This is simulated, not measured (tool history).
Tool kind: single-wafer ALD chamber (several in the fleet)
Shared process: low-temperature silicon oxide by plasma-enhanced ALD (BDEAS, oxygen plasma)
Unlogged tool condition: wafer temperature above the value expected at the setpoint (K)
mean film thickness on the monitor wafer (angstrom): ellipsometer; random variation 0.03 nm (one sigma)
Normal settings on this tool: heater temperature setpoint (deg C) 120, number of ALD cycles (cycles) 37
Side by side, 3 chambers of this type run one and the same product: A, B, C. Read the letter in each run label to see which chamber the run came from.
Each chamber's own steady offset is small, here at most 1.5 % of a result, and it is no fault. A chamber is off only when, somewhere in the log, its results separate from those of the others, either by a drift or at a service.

| run | day | heater temperature setpoint (deg C) | number of ALD cycles (cycles) | hours since the last thermocouple change | read-back reference wafer on the same gauge, thickness_nm | mean film thickness on the monitor wafer (angstrom) |
|---|---|---|---|---|---|---|
| 1A | 0.296 | 120 | 37 | 384.1 | 4.9634 | 51.738 |
| 2B | 0.571 | 120 | 37 | 51.1 | 4.9589 | 51.294 |
| 3C | 0.729 | 120 | 37 | 1024.2 | 4.9570 | 50.713 |
| 4A | 1.058 | 120 | 37 | 402.4 | 4.9632 | 50.810 |
| 5C | 1.388 | 120 | 37 | 1040.0 | 4.9539 | 50.716 |
| 6B | 1.646 | 120 | 37 | 76.9 | 4.9584 | 51.662 |
| 7B | 1.988 | 120 | 37 | 85.1 | 4.9538 | 52.081 |
| 8A | 2.254 | 120 | 37 | 431.1 | 4.9526 | 51.470 |
| 9C | 2.421 | 120 | 37 | 1064.8 | 4.9593 | 50.408 |
| 10C | 2.633 | 120 | 37 | 1069.9 | 4.9637 | 51.494 |
| 11A | 2.933 | 120 | 37 | 447.4 | 4.9672 | 50.708 |
| 12B | 3.179 | 120 | 37 | 113.7 | 4.9605 | 51.814 |
| 13C | 3.521 | 120 | 37 | 1091.2 | 4.9574 | 50.389 |
| 14A | 3.738 | 120 | 37 | 466.7 | 4.9581 | 51.248 |
| 15B | 4.058 | 120 | 37 | 134.8 | 4.9661 | 51.277 |
| 16B | 4.233 | 120 | 37 | 139.0 | 4.9588 | 51.505 |
| 17A | 4.467 | 120 | 37 | 484.2 | 4.9653 | 50.676 |
| 18C | 4.733 | 120 | 37 | 1120.3 | 4.9689 | 51.117 |
| 19A | 5.083 | 120 | 37 | 499.0 | 4.9588 | 51.669 |
| 20C | 5.292 | 120 | 37 | 1133.7 | 4.9583 | 51.027 |
| 21B | 5.508 | 120 | 37 | 169.6 | 4.9628 | 51.081 |
| 22C | 5.679 | 120 | 37 | 1143.0 | 4.9609 | 50.624 |
| 23B | 5.883 | 120 | 37 | 178.6 | 4.9569 | 51.759 |
| 24A | 6.162 | 106 | 41 | 524.9 | 4.9674 | 58.374 |

The same settings go to every chamber for the next run, one line per chamber below. Forecast the results for each:
| 25A | 6.421 | 120 | 37 |  |  | ? |
| 25B | 6.421 | 120 | 37 |  |  | ? |
| 25C | 6.421 | 120 | 37 |  |  | ? |

| run | mean film thickness on the monitor wafer (angstrom) |
|---|---|
| 25A | 50.872 |
| 25B | 51.865 |
| 25C | 51.028 |
